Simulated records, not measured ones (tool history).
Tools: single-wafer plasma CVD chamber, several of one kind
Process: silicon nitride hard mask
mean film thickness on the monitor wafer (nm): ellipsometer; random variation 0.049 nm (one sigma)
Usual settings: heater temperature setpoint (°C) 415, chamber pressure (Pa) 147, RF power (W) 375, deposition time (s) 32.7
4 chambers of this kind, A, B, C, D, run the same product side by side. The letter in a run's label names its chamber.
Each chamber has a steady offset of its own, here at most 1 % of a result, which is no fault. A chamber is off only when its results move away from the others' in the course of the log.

| run | hour | heater temperature setpoint (°C) | chamber pressure (Pa) | RF power (W) | deposition time (s) | read-back reference wafer on the same gauge, thickness_nm | mean film thickness on the monitor wafer (nm) |
|---|---|---|---|---|---|---|---|
| 1D | 13.4 | 415 | 147 | 375 | 32.7 | 31.805 | 38.509 |
| 2B | 21.3 | 415 | 147 | 375 | 32.7 | 31.790 | 38.841 |
| 3C | 36.6 | 415 | 147 | 375 | 32.7 | 31.777 | 38.783 |
| 4A | 47.2 | 415 | 147 | 375 | 32.7 | 31.791 | 38.451 |
| 5D | 58.1 | 415 | 147 | 425 | 32.7 | 31.778 | 41.497 |
| 6B | 66.5 | 415 | 147 | 425 | 32.7 | 31.778 | 41.728 |
| 7A | 79.0 | 415 | 147 | 425 | 32.7 | 31.771 | 41.446 |
| 8C | 91.3 | 415 | 147 | 425 | 32.7 | 31.769 | 41.717 |
| 9C | 105.8 | 415 | 147 | 375 | 32.7 | 31.759 | 38.649 |
| 10B | 118.3 | 415 | 147 | 375 | 32.7 | 31.755 | 38.735 |
| 11D | 131.2 | 415 | 147 | 375 | 32.7 | 31.760 | 38.474 |
| 12A | 146.5 | 415 | 147 | 375 | 32.7 | 31.751 | 38.362 |
| 13A | 153.5 | 415 | 147 | 375 | 32.7 | 31.745 | 38.377 |
| 14D | 165.2 | 404 | 147 | 375 | 32.7 | 31.755 | 38.707 |
| 15B | 174.3 | 404 | 147 | 375 | 32.7 | 31.730 | 38.978 |
| 16C | 187.9 | 404 | 147 | 375 | 32.7 | 31.742 | 38.916 |
| 17C | 200.4 | 404 | 147 | 375 | 32.7 | 31.728 | 38.845 |
| 18A | 208.4 | 415 | 147 | 375 | 32.7 | 31.731 | 38.361 |
| 19B | 222.2 | 415 | 147 | 375 | 32.7 | 31.723 | 38.689 |
| 20D | 233.8 | 415 | 147 | 375 | 32.7 | 31.719 | 38.456 |
| 21D | 248.8 | 415 | 147 | 375 | 32.7 | 31.707 | 38.511 |
| 22B | 256.5 | 415 | 147 | 375 | 32.7 | 31.707 | 38.734 |
| 23C | 264.8 | 415 | 147 | 375 | 32.7 | 31.721 | 38.650 |
| 24A | 273.7 | 415 | 147 | 375 | 32.7 | 31.719 | 38.371 |
| 25B | 286.1 | 415 | 147 | 375 | 32.7 | 31.701 | 38.642 |
| 26D | 295.8 | 415 | 147 | 375 | 32.7 | 31.702 | 38.379 |
| 27C | 303.2 | 415 | 147 | 375 | 32.7 | 31.701 | 38.570 |
|  | 304.2 | chamber C: capacitance manometer re-zeroed and calibrated |
| 28A | 317.7 | 415 | 147 | 375 | 32.7 | 31.706 | 38.393 |
| 29D | 327.9 | 415 | 147 | 375 | 32.7 | 31.696 | 38.397 |
|  | 336.5 | chamber C: RF generator calibrated |
| 30A | 336.8 | 415 | 147 | 375 | 32.7 | 31.692 | 38.363 |
| 31B | 350.9 | 424 | 147 | 430 | 32.7 | 31.680 | 41.761 |
| 32C | 364.7 | 424 | 147 | 430 | 32.7 | 31.679 | 41.779 |
| 33A | 374.0 | 424 | 147 | 430 | 32.7 | 31.682 | 41.504 |
|  | 387.4 | chamber C: thermocouple changed; heater temperature recalibrated |
| 34D | 388.4 | 424 | 147 | 430 | 32.7 | 31.677 | 41.469 |
|  | 393.2 | chamber B: capacitance manometer re-zeroed and calibrated |
| 35C | 397.2 | 415 | 147 | 375 | 32.7 | 31.673 | 38.537 |
| 36B | 408.3 | 415 | 147 | 375 | 32.7 | 31.659 | 38.701 |
| 37D | 422.1 | 415 | 120 | 445 | 32.7 | 31.667 | 39.568 |
| 38A | 432.5 | 415 | 120 | 445 | 32.7 | 31.665 | 39.493 |
| 39B | 439.5 | 415 | 120 | 445 | 32.7 | 31.657 | 39.870 |
| 40C | 449.8 | 415 | 120 | 445 | 32.7 | 31.658 | 39.813 |
|  | 452.3 | chamber B: RF generator calibrated |
| 41C | 460.6 | 415 | 147 | 375 | 32.7 | 31.654 | 38.600 |
| 42B | 470.3 | 415 | 147 | 400 | 27.0 | 31.648 | 33.131 |
| 43A | 481.9 | 415 | 147 | 400 | 27.0 | 31.643 | 32.881 |
| 44D | 493.5 | 415 | 147 | 400 | 27.0 | 31.643 | 32.887 |

Next, every chamber runs the same settings. What will each give?
| 45A | 504.6 | 427 | 147 | 375 | 32.7 |  | ? |
| 45B | 504.6 | 427 | 147 | 375 | 32.7 |  | ? |
| 45C | 504.6 | 427 | 147 | 375 | 32.7 |  | ? |
| 45D | 504.6 | 427 | 147 | 375 | 32.7 |  | ? |

| run | mean film thickness on the monitor wafer (nm) |
|---|---|
| 45A | 38.029 |
| 45B | 38.380 |
| 45C | 38.256 |
| 45D | 38.073 |
